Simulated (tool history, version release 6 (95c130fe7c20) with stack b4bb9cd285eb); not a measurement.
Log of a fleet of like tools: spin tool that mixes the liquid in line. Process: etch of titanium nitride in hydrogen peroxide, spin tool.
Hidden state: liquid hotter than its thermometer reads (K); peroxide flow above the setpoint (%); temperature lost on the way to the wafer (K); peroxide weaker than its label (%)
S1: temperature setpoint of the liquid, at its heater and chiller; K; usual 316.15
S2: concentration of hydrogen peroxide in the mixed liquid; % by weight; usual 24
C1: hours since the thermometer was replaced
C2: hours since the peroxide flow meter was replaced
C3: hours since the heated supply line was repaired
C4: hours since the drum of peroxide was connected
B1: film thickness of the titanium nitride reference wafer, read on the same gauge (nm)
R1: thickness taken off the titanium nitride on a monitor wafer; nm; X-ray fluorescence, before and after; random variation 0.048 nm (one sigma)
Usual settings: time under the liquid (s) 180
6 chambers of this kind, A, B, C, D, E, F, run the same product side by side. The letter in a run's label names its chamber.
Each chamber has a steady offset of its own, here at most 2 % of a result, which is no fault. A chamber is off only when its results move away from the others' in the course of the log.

{"run": "1C", "hour": 4.1, "S1": 316.15, "S2": 24, "time under the liquid (s)": 180, "C1": 2512.7, "C2": 315.9, "C3": 1016.8, "C4": 240.1, "B1": 100.01, "R1": 5.557}
{"run": "2D", "hour": 7.7, "S1": 316.15, "S2": 24, "time under the liquid (s)": 180, "C1": 504.2, "C2": 1259.6, "C3": 1443.6, "C4": 565.8, "B1": 100.01, "R1": 5.6901}
{"run": "3A", "hour": 12.1, "S1": 316.15, "S2": 24, "time under the liquid (s)": 180, "C1": 1523.2, "C2": 208.5, "C3": 1758.8, "C4": 483.8, "B1": 99.998, "R1": 5.5535}
{"run": "4F", "hour": 17.7, "S1": 316.15, "S2": 24, "time under the liquid (s)": 180, "C1": 1068.1, "C2": 1069.7, "C3": 505.2, "C4": 680.4, "B1": 100.01, "R1": 5.6843}
{"run": "5B", "hour": 21.6, "S1": 316.15, "S2": 24, "time under the liquid (s)": 180, "C1": 869.3, "C2": 926.2, "C3": 70.1, "C4": 1193, "B1": 99.998, "R1": 5.7152}
{"run": "6E", "hour": 27.1, "S1": 320.65, "S2": 24, "time under the liquid (s)": 180, "C1": 944, "C2": 452.3, "C3": 1325.6, "C4": 719.2, "B1": 100.02, "R1": 7.7923}
{"run": "7D", "hour": 32.8, "S1": 320.65, "S2": 24, "time under the liquid (s)": 180, "C1": 529.3, "C2": 1284.7, "C3": 1468.7, "C4": 590.9, "B1": 100.03, "R1": 7.838}
{"run": "8E", "hour": 35.9, "S1": 320.65, "S2": 24, "time under the liquid (s)": 180, "C1": 952.8, "C2": 461.1, "C3": 1334.4, "C4": 728, "B1": 100, "R1": 7.7476}
{"run": "9C", "hour": 40.5, "S1": 320.65, "S2": 24, "time under the liquid (s)": 180, "C1": 2549.1, "C2": 352.3, "C3": 1053.2, "C4": 276.5, "B1": 99.99, "R1": 7.8868}
{"run": "10A", "hour": 44.6, "S1": 320.65, "S2": 24, "time under the liquid (s)": 180, "C1": 1555.7, "C2": 241, "C3": 1791.3, "C4": 516.3, "B1": 100, "R1": 7.7468}
{"run": "11F", "hour": 48.8, "S1": 320.65, "S2": 24, "time under the liquid (s)": 180, "C1": 1099.2, "C2": 1100.8, "C3": 536.3, "C4": 711.5, "B1": 99.969, "R1": 7.9132}
{"hour": 51.5, "done": "chamber A: new drum of peroxide connected"}
{"run": "12B", "hour": 51.5, "S1": 316.15, "S2": 24, "time under the liquid (s)": 180, "C1": 899.2, "C2": 956.1, "C3": 100, "C4": 1222.9, "B1": 100.03, "R1": 5.7721}
{"run": "13A", "hour": 56.1, "S1": 316.15, "S2": 24, "time under the liquid (s)": 180, "C1": 1567.2, "C2": 252.5, "C3": 1802.8, "C4": 4.6, "B1": 100, "R1": 5.6151}
{"run": "14E", "hour": 60.3, "S1": 316.15, "S2": 24, "time under the liquid (s)": 180, "C1": 977.2, "C2": 485.5, "C3": 1358.8, "C4": 752.4, "B1": 100.02, "R1": 5.6261}
{"run": "15F", "hour": 65.6, "S1": 316.15, "S2": 24, "time under the liquid (s)": 180, "C1": 1116, "C2": 1117.6, "C3": 553.1, "C4": 728.3, "B1": 100.02, "R1": 5.7297}
{"run": "16C", "hour": 71.3, "S1": 316.15, "S2": 24, "time under the liquid (s)": 180, "C1": 2579.9, "C2": 383.1, "C3": 1084, "C4": 307.3, "B1": 99.991, "R1": 5.6601}
{"hour": 72.6, "done": "chamber C: thermometer replaced"}
{"run": "17B", "hour": 75.6, "S1": 306.65, "S2": 27.5, "time under the liquid (s)": 180, "C1": 923.3, "C2": 980.2, "C3": 124.1, "C4": 1247, "B1": 99.983, "R1": 2.8609}
{"run": "18D", "hour": 80.1, "S1": 306.65, "S2": 27.5, "time under the liquid (s)": 180, "C1": 576.6, "C2": 1332, "C3": 1516, "C4": 638.2, "B1": 100, "R1": 2.8162}
{"run": "19F", "hour": 83.0, "S1": 306.65, "S2": 27.5, "time under the liquid (s)": 180, "C1": 1133.4, "C2": 1135, "C3": 570.5, "C4": 745.7, "B1": 100.01, "R1": 2.7669}
{"run": "20A", "hour": 87.9, "S1": 306.65, "S2": 27.5, "time under the liquid (s)": 180, "C1": 1599, "C2": 284.3, "C3": 1834.6, "C4": 36.4, "B1": 99.986, "R1": 2.7112}
{"run": "21B", "hour": 92.7, "S1": 306.65, "S2": 27.5, "time under the liquid (s)": 180, "C1": 940.4, "C2": 997.3, "C3": 141.2, "C4": 1264.1, "B1": 99.988, "R1": 2.832}
{"run": "22C", "hour": 95.7, "S1": 306.65, "S2": 27.5, "time under the liquid (s)": 180, "C1": 23.2, "C2": 407.5, "C3": 1108.4, "C4": 331.7, "B1": 100.01, "R1": 2.7967}
{"run": "23D", "hour": 100.8, "S1": 316.15, "S2": 24, "time under the liquid (s)": 180, "C1": 597.3, "C2": 1352.7, "C3": 1536.7, "C4": 658.9, "B1": 99.989, "R1": 5.592}
{"run": "24E", "hour": 106.0, "S1": 316.15, "S2": 24, "time under the liquid (s)": 180, "C1": 1022.9, "C2": 531.2, "C3": 1404.5, "C4": 798.1, "B1": 100.02, "R1": 5.7101}
{"run": "25D", "hour": 110.5, "S1": 316.15, "S2": 24, "time under the liquid (s)": 180, "C1": 607, "C2": 1362.4, "C3": 1546.4, "C4": 668.6, "B1": 99.994, "R1": 5.7263}
{"run": "26F", "hour": 114.5, "S1": 316.15, "S2": 24, "time under the liquid (s)": 180, "C1": 1164.9, "C2": 1166.5, "C3": 602, "C4": 777.2, "B1": 100.03, "R1": 5.8088}
{"run": "27B", "hour": 118.1, "S1": 316.15, "S2": 24, "time under the liquid (s)": 180, "C1": 965.8, "C2": 1022.7, "C3": 166.6, "C4": 1289.5, "B1": 100.01, "R1": 5.7572}
{"run": "28C", "hour": 123.3, "S1": 316.15, "S2": 24, "time under the liquid (s)": 180, "C1": 50.8, "C2": 435.1, "C3": 1136, "C4": 359.3, "B1": 100, "R1": 5.683}
{"run": "29E", "hour": 129.1, "S1": 316.15, "S2": 24, "time under the liquid (s)": 180, "C1": 1046, "C2": 554.3, "C3": 1427.6, "C4": 821.2, "B1": 99.989, "R1": 5.5438}
{"run": "30A", "hour": 134.8, "S1": 316.15, "S2": 24, "time under the liquid (s)": 180, "C1": 1645.9, "C2": 331.2, "C3": 1881.5, "C4": 83.3, "B1": 100.02, "R1": 5.3498}
{"run": "31F", "hour": 139.0, "S1": 316.15, "S2": 24, "time under the liquid (s)": 180, "C1": 1189.4, "C2": 1191, "C3": 626.5, "C4": 801.7, "B1": 100.01, "R1": 5.7627}
{"run": "32D", "hour": 143.0, "S1": 316.15, "S2": 24, "time under the liquid (s)": 285, "C1": 639.5, "C2": 1394.9, "C3": 1578.9, "C4": 701.1, "B1": 99.977, "R1": 8.9905}
{"run": "33B", "hour": 147.6, "S1": 316.15, "S2": 24, "time under the liquid (s)": 285, "C1": 995.3, "C2": 1052.2, "C3": 196.1, "C4": 1319, "B1": 100, "R1": 9.0525}
{"run": "34C", "hour": 151.7, "S1": 316.15, "S2": 24, "time under the liquid (s)": 285, "C1": 79.2, "C2": 463.5, "C3": 1164.4, "C4": 387.7, "B1": 99.98, "R1": 8.9707}
{"run": "35A", "hour": 154.4, "S1": 316.15, "S2": 24, "time under the liquid (s)": 285, "C1": 1665.5, "C2": 350.8, "C3": 1901.1, "C4": 102.9, "B1": 99.993, "R1": 8.1933}
{"run": "36E", "hour": 157.3, "S1": 316.15, "S2": 24, "time under the liquid (s)": 285, "C1": 1074.2, "C2": 582.5, "C3": 1455.8, "C4": 849.4, "B1": 100, "R1": 8.8064}
{"run": "37B", "hour": 162.9, "S1": 316.15, "S2": 24, "time under the liquid (s)": 285, "C1": 1010.6, "C2": 1067.5, "C3": 211.4, "C4": 1334.3, "B1": 100.01, "R1": 9.0425}
{"run": "38E", "hour": 167.7, "S1": 321.15, "S2": 24, "time under the liquid (s)": 180, "C1": 1084.6, "C2": 592.9, "C3": 1466.2, "C4": 859.8, "B1": 99.985, "R1": 8.1317}
{"run": "39D", "hour": 171.0, "S1": 321.15, "S2": 24, "time under the liquid (s)": 180, "C1": 667.5, "C2": 1422.9, "C3": 1606.9, "C4": 729.1, "B1": 100, "R1": 8.1738}
{"run": "40F", "hour": 174.2, "S1": 321.15, "S2": 24, "time under the liquid (s)": 180, "C1": 1224.6, "C2": 1226.2, "C3": 661.7, "C4": 836.9, "B1": 99.986, "R1": 8.2647}
{"run": "41C", "hour": 177.8, "S1": 321.15, "S2": 24, "time under the liquid (s)": 180, "C1": 105.3, "C2": 489.6, "C3": 1190.5, "C4": 413.8, "B1": 100, "R1": 8.1101}
{"run": "42A", "hour": 180.9, "S1": 321.15, "S2": 24, "time under the liquid (s)": 180, "C1": 1692, "C2": 377.3, "C3": 1927.6, "C4": 129.4, "B1": 100, "R1": 7.4379}
{"run": "43C", "hour": 183.9, "S1": 321.15, "S2": 24, "time under the liquid (s)": 180, "C1": 111.4, "C2": 495.7, "C3": 1196.6, "C4": 419.9, "B1": 100, "R1": 8.242}

What goes on in this fleet: one chamber off, a drifting gauge, or nothing beyond the chambers' own small offsets? Name the chamber and the cause, if any.

Chamber A drifts away from the others.
Cause: temperature lost on the way to the wafer (K) = 1.26.
The log may not tell that from: liquid colder than its thermometer reads (K).

Here are 4 candidates for chamber A's next run, each the usual settings with a change, their results left as question marks. Which one brings its results back in line with what the others give on the usual settings?
In line means no further than this from the other chambers' mean on the usual settings: R1 0.17 nm
{"run": "44A-1", "hour": 188.1, "S1": 316.15, "S2": 15.5, "time under the liquid (s)": 180, "R1": "?"}
{"run": "44A-2", "hour": 188.1, "S1": 316.15, "S2": 24, "time under the liquid (s)": 200, "R1": "?"}
{"run": "44A-3", "hour": 188.1, "S1": 314.65, "S2": 24, "time under the liquid (s)": 165, "R1": "?"}
{"run": "44A-4", "hour": 188.1, "S1": 316.15, "S2": 24.5, "time under the liquid (s)": 220, "R1": "?"}

The other chambers' mean on the usual settings: R1 5.6686 nm
run=44A-1 R1=4.6191
run=44A-2 R1=5.6452
run=44A-3 R1=4.156
run=44A-4 R1=6.238
44A-2 brings the chamber back in line.
